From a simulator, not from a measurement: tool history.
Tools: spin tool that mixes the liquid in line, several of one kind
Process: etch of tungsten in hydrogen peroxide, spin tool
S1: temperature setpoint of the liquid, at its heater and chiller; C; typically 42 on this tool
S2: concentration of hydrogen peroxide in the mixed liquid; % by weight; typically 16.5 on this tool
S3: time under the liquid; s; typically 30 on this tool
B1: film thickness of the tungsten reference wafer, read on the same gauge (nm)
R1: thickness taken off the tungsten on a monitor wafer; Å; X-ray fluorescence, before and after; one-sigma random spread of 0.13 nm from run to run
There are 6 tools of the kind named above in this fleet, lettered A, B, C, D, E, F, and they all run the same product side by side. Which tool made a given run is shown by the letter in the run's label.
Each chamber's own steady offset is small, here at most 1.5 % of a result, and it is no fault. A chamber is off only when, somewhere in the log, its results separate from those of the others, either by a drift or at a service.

run,hour,S1,S2,S3,B1,R1
# hour 4.5: chamber F: new drum of peroxide connected
1F,11.1,42,16.5,30,79.963,295.64
2D,22.8,42,16.5,30,79.991,294.19
3E,34.0,42,16.5,30,79.988,292.00
4B,40.7,42,16.5,30,79.980,297.85
5A,51.3,42,16.5,30,79.980,293.77
# hour 57.8: chamber C: thermometer replaced
6C,59.7,42,16.5,30,80.047,296.08
7D,73.3,42,16.5,30,79.974,294.56
8C,82.3,42,16.5,30,80.054,293.99
9E,91.4,42,16.5,30,80.001,298.60
10B,97.4,42,16.5,30,79.981,300.05
11F,105.8,42,16.5,30,80.014,290.30
12A,112.5,42,16.5,30,79.956,294.35
13F,124.1,42,16.5,30,79.992,291.01
14C,133.8,42,16.5,30,79.999,293.87
15E,140.7,42,16.5,30,80.034,294.86
16A,151.6,42,16.5,30,80.015,293.11
# hour 163.9: chamber D: heated supply line repaired
17D,164.3,42,16.5,30,79.981,295.61
# hour 168.0: chamber B: peroxide flow meter replaced
18B,176.9,42,16.5,30,79.982,300.30
19B,185.7,42,16.5,30,80.040,298.41
20E,196.4,42,16.5,30,79.980,297.20
# hour 200.7: chamber A: peroxide flow meter replaced
21F,202.5,42,16.5,30,79.997,292.19
22C,215.2,42,16.5,30,79.983,294.40
23D,228.0,42,16.5,30,79.960,295.38
24A,241.1,42,16.5,30,80.009,291.37
25F,253.5,42,16.5,30,80.030,291.01
# hour 256.8: chamber D: thermometer replaced
26B,263.3,42,16.5,30,79.917,298.07
27C,270.8,33,19.0,30,80.010,174.08
28D,282.4,33,19.0,30,80.051,174.43
29A,289.6,33,19.0,30,80.011,174.68
30E,297.5,33,19.0,30,79.966,178.90
31E,311.1,33,19.0,30,79.951,180.73
32A,318.4,33,19.0,30,79.979,176.48
33F,327.9,42,16.5,30,80.026,292.35
34B,334.3,42,16.5,30,79.996,296.75
# hour 345.4: chamber F: peroxide flow meter replaced
35C,346.1,42,16.5,30,80.061,296.65
36D,352.0,42,16.5,30,80.025,295.45
37A,358.6,42,16.5,30,80.000,292.62
38F,371.1,42,16.5,30,79.998,292.38
39C,383.3,42,16.5,30,80.011,294.90
40E,389.9,42,16.5,30,79.962,302.55

Is one chamber off against the others, does the gauge drift, or is nothing wrong? If a chamber is off, say which, and what the likeliest cause is.

It is chamber E that slowly wanders off from its peers.
Most likely cause: peroxide flow above the setpoint (%) = 7.51.
With only this log, it may be confused with: liquid hotter than its thermometer reads (K).

Below are 4 candidate recipes for chamber E's next run, each the usual settings with a change, their results shown as question marks. Which of them brings E's results back in line with what the other chambers give on the usual settings?
Counts as in line when no further than this from what the other chambers average on the usual settings: R1 4.60 Å
41E-1,399.6,41.5,16.5,30,,?
41E-2,399.6,42.5,16.5,30,,?
41E-3,399.6,43.0,16.5,30,,?
41E-4,399.6,41.0,16.5,30,,?

Usual-settings mean across the other chambers: R1 295.09 Å
run,R1
41E-1,294.76
41E-2,314.12
41E-3,324.33
41E-4,285.58
Change 41E-1 lands the chamber within the allowed miss of the other chambers.

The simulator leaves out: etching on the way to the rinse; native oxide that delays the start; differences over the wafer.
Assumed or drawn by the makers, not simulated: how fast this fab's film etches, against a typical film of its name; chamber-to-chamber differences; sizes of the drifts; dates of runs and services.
